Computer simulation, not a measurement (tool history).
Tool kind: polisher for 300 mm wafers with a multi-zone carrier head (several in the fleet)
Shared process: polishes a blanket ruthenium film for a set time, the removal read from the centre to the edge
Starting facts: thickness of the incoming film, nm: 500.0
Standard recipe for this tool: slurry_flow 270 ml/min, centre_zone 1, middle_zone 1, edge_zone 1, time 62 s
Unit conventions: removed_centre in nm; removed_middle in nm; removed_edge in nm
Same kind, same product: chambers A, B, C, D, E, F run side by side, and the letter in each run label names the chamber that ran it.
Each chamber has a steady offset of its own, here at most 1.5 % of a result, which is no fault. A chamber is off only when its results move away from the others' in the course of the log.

run,hour,slurry_flow,centre_zone,middle_zone,edge_zone,time,wafers polished on this pad,hours since the slurry nozzle was cleaned,hours since the centre zone pressure was calibrated,hours since the edge zone pressure was calibrated,removed_centre,removed_middle,removed_edge
1E,7.4,270,1,1,1,62,211,656.9,535.9,985.7,59.278,58.983,59.814
# hour 7.7: chamber C: edge zone pressure recalibrated
# hour 9.3: chamber B: slurry nozzle cleaned
# hour 18.7: chamber D: centre zone pressure recalibrated
2B,18.9,270,1,1,1,62,237,9.7,956.4,989.6,59.172,59.025,59.461
3D,28.7,270,1,1,1,62,638,682.9,10.1,148.7,58.545,58.618,57.455
4A,38.1,270,1,1,1,62,675,434.7,606.9,228.7,58.421,58.973,59.353
# hour 44.5: chamber F: worn pad replaced by a new one
# hour 45.6: chamber B: edge zone pressure recalibrated
5F,47.3,270,1,1,1,62,23,397.9,506,194.2,59.157,59.04,59.139
6C,55.3,270,1,1,1,62,1235,400.3,259.5,47.6,56.991,59.065,59.708
# hour 65: chamber B: worn pad replaced by a new one
7A,69.7,270,1,1,1,62,935,466.3,638.5,260.3,57.902,58.915,58.9
# hour 77.3: chamber D: slurry nozzle cleaned
8F,79.1,270,1,1,1,62,284,429.7,537.8,226,57.763,58.599,58.323
# hour 85.1: chamber C: worn pad replaced by a new one
9E,88.4,270,1,1,1,62,876,737.9,616.9,1066.7,59.802,59.224,58.572
10B,103,270,1,1,1,62,312,93.8,1040.5,57.5,57.63,59.151,58.482
# hour 110.1: chamber D: worn pad replaced by a new one
11D,110.9,270,1,1,1,62,7,33.7,92.3,230.9,58.518,58.246,59.751
12C,117.4,270,1,1,1,62,265,462.4,321.6,109.7,57.656,59.165,59.81
# hour 123.4: chamber A: worn pad replaced by a new one
13E,126.1,355,1,1,1.08,62,1185,775.6,654.6,1104.4,61.018,61.272,63.578
# hour 127.5: chamber A: slurry nozzle cleaned
# hour 131.9: chamber F: centre zone pressure recalibrated
14A,139.5,355,1,1,1.08,62,132,12.1,708.3,330.1,60.97,60.02,61.761
15C,147.1,355,1,1,1.08,62,509,492.1,351.3,139.4,60.545,60.609,62.727
# hour 149.2: chamber B: worn pad replaced by a new one
# hour 153.2: chamber E: slurry nozzle cleaned
16F,161.5,355,1,1,1.08,62,960,512.1,29.6,308.4,60.369,60.54,61.578
17B,172.2,355,1,1,1.08,62,188,163,1109.7,126.7,59.605,60.149,62.491
# hour 178.1: chamber C: slurry nozzle cleaned
# hour 179.7: chamber F: worn pad replaced by a new one
18D,180.2,355,1,1,1.08,62,576,103,161.6,300.2,60.414,60.646,63.449
19D,186.9,270,1,1,1,62,631,109.7,168.3,306.9,58.48,58.553,58.535
# hour 192.6: chamber E: centre zone pressure recalibrated
20A,200,270,1,1,1,62,629,72.6,768.8,390.6,58.257,59.651,58.845
21E,210,270,1,1,1,62,1874,56.9,17.5,1188.3,57.926,57.599,58.496
22B,217.3,270,1,1,1,62,559,208.1,1154.8,171.8,57.918,58.716,57.945
# hour 225.6: chamber B: worn pad replaced by a new one
23C,226.9,270,1,1.04,1,62,1164,48.8,431.1,219.2,58.161,60.894,59.444
24F,237.8,270,1,1.04,1,62,477,588.4,105.9,384.7,58.816,61.028,59.576
# hour 249.3: chamber C: worn pad replaced by a new one
25D,250.8,270,1,1.04,1,62,1156,173.6,232.2,370.8,59.222,60.875,57.514
# hour 258.7: chamber E: edge zone pressure recalibrated
26C,259.7,270,1,1.04,1,62,86,81.6,463.9,252,57.351,61.338,60.693
27B,266.6,270,1,1.04,1,62,336,257.4,1204.1,221.1,58.622,60.652,59.823
# hour 274.6: chamber D: worn pad replaced by a new one
28A,276.8,270,1,1.04,1,62,1259,149.4,845.6,467.4,58.713,61,58.395
29F,285.1,270,1,1,1,62,866,635.7,153.2,432,58.989,58.61,58.229
30E,299.7,270,1,1,1,62,2611,146.6,107.2,41.1,55.225,55.769,54.507
# hour 305.2: chamber B: worn pad replaced by a new one
# hour 305.9: chamber C: centre zone pressure recalibrated
31D,314,270,1,1,1,62,323,236.8,295.4,434,57.247,58.463,59.178
# hour 320.7: chamber A: worn pad replaced by a new one
# hour 322.6: chamber F: worn pad replaced by a new one
32A,328.2,270,1,1,1,62,61,200.8,897,518.8,58.561,59.022,59.029
# hour 336.3: chamber D: edge zone pressure recalibrated
33E,338.5,270,1,1,1,62,2930,185.4,146,79.9,54.118,54.809,54.086
34B,345.7,270,1,1.09,1,62,333,336.5,1283.2,300.2,60.057,64.09,58.12
35C,357.7,270,1,1.09,1,62,891,179.6,51.8,350,58.458,64.769,59.423
# hour 362.2: chamber F: edge zone pressure recalibrated
36F,365.4,270,1,1.09,1,62,351,716,233.5,3.3,58.198,63.371,58.86
# hour 370.9: chamber F: slurry nozzle cleaned
37C,376.4,270,1,1.09,1,62,1044,198.3,70.5,368.7,57.885,64.771,57.554
38B,383,270,1,1.09,1,62,639,373.8,1320.5,337.5,58.309,62.604,59.183
39D,397.2,270,1,1.09,1,62,1007,320,378.6,61,58.257,62.981,58.695
40F,410.9,270,1,1,1,62,725,40.1,279,48.8,58.776,59.032,58.147
41A,419.1,270,1,1,1,62,808,291.7,987.9,609.7,58.736,58.525,58.671
42E,425.6,270,1,1,1,62,3645,272.5,233.1,167,53.211,52.464,53.21

Next, all 6 chambers run the settings below, one line each with question marks for the results. What does each chamber give?
43A,436.2,345,1,1,1,62,,,,,?,?,?
43B,436.2,345,1,1,1,62,,,,,?,?,?
43C,436.2,345,1,1,1,62,,,,,?,?,?
43D,436.2,345,1,1,1,62,,,,,?,?,?
43E,436.2,345,1,1,1,62,,,,,?,?,?
43F,436.2,345,1,1,1,62,,,,,?,?,?

run,removed_centre,removed_middle,removed_edge
43A,59.924,59.856,59.053
43B,59.889,58.136,58.382
43C,59.663,60.894,61.068
43D,60.623,59.966,58.789
43E,53.392,53.657,52.881
43F,61.055,60.406,60.4

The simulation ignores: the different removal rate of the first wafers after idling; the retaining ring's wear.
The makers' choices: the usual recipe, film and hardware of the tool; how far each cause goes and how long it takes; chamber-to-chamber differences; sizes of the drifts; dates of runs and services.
